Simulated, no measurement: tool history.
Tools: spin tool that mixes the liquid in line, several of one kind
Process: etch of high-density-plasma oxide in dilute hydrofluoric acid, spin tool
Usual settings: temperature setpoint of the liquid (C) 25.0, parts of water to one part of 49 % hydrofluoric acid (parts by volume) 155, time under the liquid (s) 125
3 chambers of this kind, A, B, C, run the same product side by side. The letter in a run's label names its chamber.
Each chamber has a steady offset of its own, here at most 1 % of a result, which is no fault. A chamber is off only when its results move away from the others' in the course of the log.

run,day,temperature setpoint of the liquid (C),parts of water to one part of 49 % hydrofluoric acid (parts by volume),time under the liquid (s),hours since the thermometer was replaced,hours since the hydrofluoric acid flow meter was replaced,"read-back film thickness of the high-density-plasma oxide reference wafer, read on the same gauge (nm)",thickness taken off the high-density-plasma oxide on a monitor wafer (Å)
1A,0.317,25.0,155,125,444.8,654.6,99.991,54.993
2C,0.750,25.0,155,125,273.6,361.8,99.971,54.327
3B,1.346,25.0,155,125,1150.4,626.1,99.984,53.440
4B,1.792,25.0,155,125,1161.1,636.8,99.994,53.952
5C,2.362,25.0,155,125,312.3,400.5,99.996,54.184
6A,2.871,25.0,155,125,506.1,715.9,99.993,54.885
7B,3.375,25.0,155,125,1199.1,674.8,99.971,53.876
8A,3.862,25.0,105,170,529.9,739.7,99.999,117.890
9C,4.475,25.0,105,170,363.0,451.2,100.020,114.320
10C,4.929,25.0,105,170,373.9,462.1,99.978,113.920
11B,5.221,25.0,155,125,1243.4,719.1,100.020,53.847
12A,5.608,25.0,155,125,571.8,781.6,100.020,54.595
13A,6.204,29.0,155,150,586.1,795.9,100.020,76.424
14B,6.671,29.0,155,150,1278.2,753.9,100.000,75.661
15C,7.138,29.0,155,150,426.9,515.1,100.000,73.927
16B,7.562,25.0,155,125,1299.6,775.3,99.993,54.080
17A,8.217,23.5,115,125,634.4,844.2,99.987,72.744
18C,8.700,23.5,115,125,464.4,552.6,99.999,69.686
19B,9.092,23.5,115,125,1336.3,812.0,100.020,71.673
20C,9.438,25.0,155,125,482.1,570.3,99.982,52.832
21A,9.971,25.0,155,125,676.5,886.3,100.030,54.627
# day 9.975: chamber A: hydrofluoric acid flow meter replaced
22A,10.629,25.0,155,125,692.3,15.7,100.020,54.837

Is one chamber off against the others, does the gauge drift, or is nothing wrong? If a chamber is off, say which, and what the likeliest cause is.

Chamber C drifts away from the others.
Cause: liquid colder than its thermometer reads (K) = 1.13.
The log may not tell that from: hydrofluoric acid flow below the setpoint (%).

Here are 4 candidates for chamber C's next run, each the usual settings with a change, their results left as question marks. Which one brings its results back in line with what the others give on the usual settings?
In line means no further than this from the other chambers' mean on the usual settings: thickness taken off the high-density-plasma oxide on a monitor wafer (Å) 0.900
23C-1,11.104,25.0,150,125,,,,?
23C-2,11.104,25.0,155,120,,,,?
23C-3,11.104,25.0,155,135,,,,?
23C-4,11.104,25.0,155,115,,,,?

The other chambers' mean on the usual settings: thickness taken off the high-density-plasma oxide on a monitor wafer (Å) 54.403
run,thickness taken off the high-density-plasma oxide on a monitor wafer (Å)
23C-1,54.453
23C-2,50.331
23C-3,56.622
23C-4,48.234
23C-1 brings the chamber back in line.
